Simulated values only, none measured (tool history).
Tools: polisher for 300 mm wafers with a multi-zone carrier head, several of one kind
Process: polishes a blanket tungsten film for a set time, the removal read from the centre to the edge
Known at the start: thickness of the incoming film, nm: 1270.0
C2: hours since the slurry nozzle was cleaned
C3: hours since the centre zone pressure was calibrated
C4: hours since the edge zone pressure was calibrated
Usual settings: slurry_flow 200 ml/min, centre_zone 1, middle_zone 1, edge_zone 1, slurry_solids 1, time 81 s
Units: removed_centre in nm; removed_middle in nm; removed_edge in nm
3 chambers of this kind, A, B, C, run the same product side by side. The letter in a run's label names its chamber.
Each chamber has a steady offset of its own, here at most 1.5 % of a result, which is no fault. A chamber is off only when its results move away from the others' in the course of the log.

Run 1A, hour 3.6: usual settings; wafers polished on this pad 865; C2 127.1; C3 428.9; C4 666.6. Result: removed_centre 396.54 nm, removed_middle 393.71 nm, removed_edge 383.54 nm.
Run 2C, hour 10: usual settings; wafers polished on this pad 634; C2 292.4; C3 582.2; C4 1221.5. Result: removed_centre 392.09 nm, removed_middle 396.61 nm, removed_edge 403.23 nm.
At hour 14: chamber B: edge zone pressure recalibrated.
Run 3B, hour 17.2: usual settings; wafers polished on this pad 297; C2 208.1; C3 150.1; C4 3.3. Result: removed_centre 395.26 nm, removed_middle 400.73 nm, removed_edge 391.28 nm.
Run 4C, hour 25: usual settings; wafers polished on this pad 780; C2 307.4; C3 597.2; C4 1236.5. Result: removed_centre 387.17 nm, removed_middle 392.19 nm, removed_edge 400.81 nm.
Run 5A, hour 32.8: usual settings; wafers polished on this pad 1150; C2 156.3; C3 458.1; C4 695.8. Result: removed_centre 396.77 nm, removed_middle 398.1 nm, removed_edge 395.92 nm.
At hour 33.3: chamber C: worn pad replaced by a new one.
Run 6B, hour 40.4: usual settings; wafers polished on this pad 524; C2 231.3; C3 173.3; C4 26.5. Result: removed_centre 393.38 nm, removed_middle 399.48 nm, removed_edge 400.96 nm.
Run 7A, hour 48: usual settings; wafers polished on this pad 1298; C2 171.5; C3 473.3; C4 711. Result: removed_centre 394.82 nm, removed_middle 397.74 nm, removed_edge 387.86 nm.
At hour 53.4: chamber A: worn pad replaced by a new one.
Run 8B, hour 56: usual settings; wafers polished on this pad 676; C2 246.9; C3 188.9; C4 42.1. Result: removed_centre 390.7 nm, removed_middle 400.85 nm, removed_edge 390.53 nm.
Run 9C, hour 62.2: usual settings; wafers polished on this pad 283; C2 344.6; C3 634.4; C4 1273.7. Result: removed_centre 391.36 nm, removed_middle 390.14 nm, removed_edge 401.95 nm.
Run 10A, hour 68.4: usual settings but edge_zone 1.07, time 103 s; wafers polished on this pad 146; C2 191.9; C3 493.7; C4 731.4. Result: removed_centre 503.98 nm, removed_middle 508.75 nm, removed_edge 533.71 nm.
Run 11B, hour 75.5: usual settings but edge_zone 1.07, time 103 s; wafers polished on this pad 867; C2 266.4; C3 208.4; C4 61.6. Result: removed_centre 499.85 nm, removed_middle 496.49 nm, removed_edge 527.52 nm.
At hour 78.8: chamber A: centre zone pressure recalibrated.
Run 12C, hour 80.8: usual settings but edge_zone 1.07, time 103 s; wafers polished on this pad 464; C2 363.2; C3 653; C4 1292.3. Result: removed_centre 505.43 nm, removed_middle 503.25 nm, removed_edge 519.63 nm.
At hour 84.2: chamber B: worn pad replaced by a new one.
Run 13A, hour 85.2: usual settings but centre_zone 0.92; wafers polished on this pad 311; C2 208.7; C3 6.4; C4 748.2. Result: removed_centre 365.36 nm, removed_middle 400.3 nm, removed_edge 403.15 nm.
Run 14B, hour 89.8: usual settings but centre_zone 0.92; wafers polished on this pad 55; C2 280.7; C3 222.7; C4 75.9. Result: removed_centre 352.57 nm, removed_middle 399.93 nm, removed_edge 393.14 nm.
Run 15C, hour 95.1: usual settings but centre_zone 0.92; wafers polished on this pad 604; C2 377.5; C3 667.3; C4 1306.6. Result: removed_centre 359.58 nm, removed_middle 392.29 nm, removed_edge 390.32 nm.
Run 16A, hour 99.3: usual settings; wafers polished on this pad 448; C2 222.8; C3 20.5; C4 762.3. Result: removed_centre 398.69 nm, removed_middle 399.31 nm, removed_edge 393.34 nm.
At hour 102.3: chamber C: slurry nozzle cleaned.
Run 17C, hour 107.6: usual settings; wafers polished on this pad 726; C2 5.4; C3 679.8; C4 1319.1. Result: removed_centre 386.32 nm, removed_middle 390.97 nm, removed_edge 402.88 nm.
Run 18B, hour 111.9: usual settings; wafers polished on this pad 271; C2 302.8; C3 244.8; C4 98. Result: removed_centre 387.6 nm, removed_middle 404.93 nm, removed_edge 396.11 nm.
Run 19B, hour 116.6: usual settings; wafers polished on this pad 317; C2 307.5; C3 249.5; C4 102.7. Result: removed_centre 388.82 nm, removed_middle 398.51 nm, removed_edge 401.58 nm.
At hour 117.2: chamber C: worn pad replaced by a new one.
Run 20C, hour 121.2: usual settings; wafers polished on this pad 39; C2 19; C3 693.4; C4 1332.7. Result: removed_centre 397.12 nm, removed_middle 393.1 nm, removed_edge 398.39 nm.
Run 21A, hour 129.5: usual settings; wafers polished on this pad 743; C2 253; C3 50.7; C4 792.5. Result: removed_centre 396.87 nm, removed_middle 395.66 nm, removed_edge 384.74 nm.
At hour 129.7: chamber A: edge zone pressure recalibrated.
Run 22A, hour 135.6: usual settings; wafers polished on this pad 803; C2 259.1; C3 56.8; C4 5.9. Result: removed_centre 396.77 nm, removed_middle 393.87 nm, removed_edge 405.74 nm.
Run 23B, hour 143.4: usual settings; wafers polished on this pad 578; C2 334.3; C3 276.3; C4 129.5. Result: removed_centre 382.72 nm, removed_middle 394.51 nm, removed_edge 405.18 nm.
Run 24C, hour 150.2: usual settings; wafers polished on this pad 322; C2 48; C3 722.4; C4 1361.7. Result: removed_centre 388.61 nm, removed_middle 391.79 nm, removed_edge 393.8 nm.
Run 25B, hour 154: usual settings; wafers polished on this pad 682; C2 344.9; C3 286.9; C4 140.1. Result: removed_centre 380.5 nm, removed_middle 399.32 nm, removed_edge 400.37 nm.
Run 26A, hour 161: usual settings; wafers polished on this pad 1051; C2 284.5; C3 82.2; C4 31.3. Result: removed_centre 398.93 nm, removed_middle 397.79 nm, removed_edge 393.68 nm.
At hour 167.8: chamber C: edge zone pressure recalibrated.
Run 27C, hour 167.8: usual settings but slurry_flow 230 ml/min, edge_zone 1.06; wafers polished on this pad 494; C2 65.6; C3 740; C4 0. Result: removed_centre 399.11 nm, removed_middle 404.25 nm, removed_edge 420.15 nm.
At hour 174: chamber B: worn pad replaced by a new one.
Run 28A, hour 175.5: usual settings but slurry_flow 230 ml/min, edge_zone 1.06; wafers polished on this pad 1193; C2 299; C3 96.7; C4 45.8. Result: removed_centre 404.57 nm, removed_middle 402.62 nm, removed_edge 419.25 nm.
Run 29B, hour 183.8: usual settings but slurry_flow 230 ml/min, edge_zone 1.06; wafers polished on this pad 96; C2 374.7; C3 316.7; C4 169.9. Result: removed_centre 387.74 nm, removed_middle 401.35 nm, removed_edge 426.21 nm.
Run 30C, hour 188.4: usual settings; wafers polished on this pad 696; C2 86.2; C3 760.6; C4 20.6. Result: removed_centre 391.72 nm, removed_middle 396.77 nm, removed_edge 410.37 nm.
Run 31C, hour 193.4: usual settings; wafers polished on this pad 744; C2 91.2; C3 765.6; C4 25.6. Result: removed_centre 393.28 nm, removed_middle 395.78 nm, removed_edge 407.11 nm.
At hour 194.6: chamber C: worn pad replaced by a new one.
Run 32A, hour 200.6: usual settings; wafers polished on this pad 1438; C2 324.1; C3 121.8; C4 70.9. Result: removed_centre 399.77 nm, removed_middle 398.51 nm, removed_edge 405.83 nm.
Run 33B, hour 209: usual settings; wafers polished on this pad 342; C2 399.9; C3 341.9; C4 195.1. Result: removed_centre 371.77 nm, removed_middle 401.16 nm, removed_edge 394.62 nm.
Run 34C, hour 217.2: usual settings; wafers polished on this pad 221; C2 115; C3 789.4; C4 49.4. Result: removed_centre 393.03 nm, removed_middle 394.15 nm, removed_edge 399.14 nm.

What goes on in this fleet: one chamber off, a drifting gauge, or nothing beyond the chambers' own small offsets? Name the chamber and the cause, if any.

Chamber B drifts away from the others.
Cause: centre zone's pressure below its setpoint, % = 5.57.

Here are 4 candidates for chamber B's next run, each the usual settings with a change, their results left as question marks. Which one brings its results back in line with what the others give on the usual settings?
In line means no further than this from the other chambers' mean on the usual settings: removed_centre 8.4 nm; removed_middle 12 nm; removed_edge 20 nm
Run 35B-1, hour 223.2: usual settings but slurry_flow 205 ml/min, centre_zone 1.06, middle_zone 0.99, edge_zone 0.98. Result: removed_centre ?, removed_middle ?, removed_edge ?.
Run 35B-2, hour 223.2: usual settings but centre_zone 0.98, edge_zone 1.01. Result: removed_centre ?, removed_middle ?, removed_edge ?.
Run 35B-3, hour 223.2: usual settings but centre_zone 1.02, edge_zone 0.99. Result: removed_centre ?, removed_middle ?, removed_edge ?.
Run 35B-4, hour 223.2: usual settings but slurry_flow 195 ml/min, centre_zone 0.94, middle_zone 1.01, edge_zone 1.02. Result: removed_centre ?, removed_middle ?, removed_edge ?.

The other chambers' mean on the usual settings: removed_centre 394.82 nm; removed_middle 396.5 nm; removed_edge 397.49 nm
  run  removed_centre  removed_middle  removed_edge
35B-1          395.59          398.18        398.29
35B-2          361.03          400.61        403.57
35B-3          377.55          400.53        399.32
35B-4          343.12          402.87        404.52
35B-1 brings the chamber back in line.

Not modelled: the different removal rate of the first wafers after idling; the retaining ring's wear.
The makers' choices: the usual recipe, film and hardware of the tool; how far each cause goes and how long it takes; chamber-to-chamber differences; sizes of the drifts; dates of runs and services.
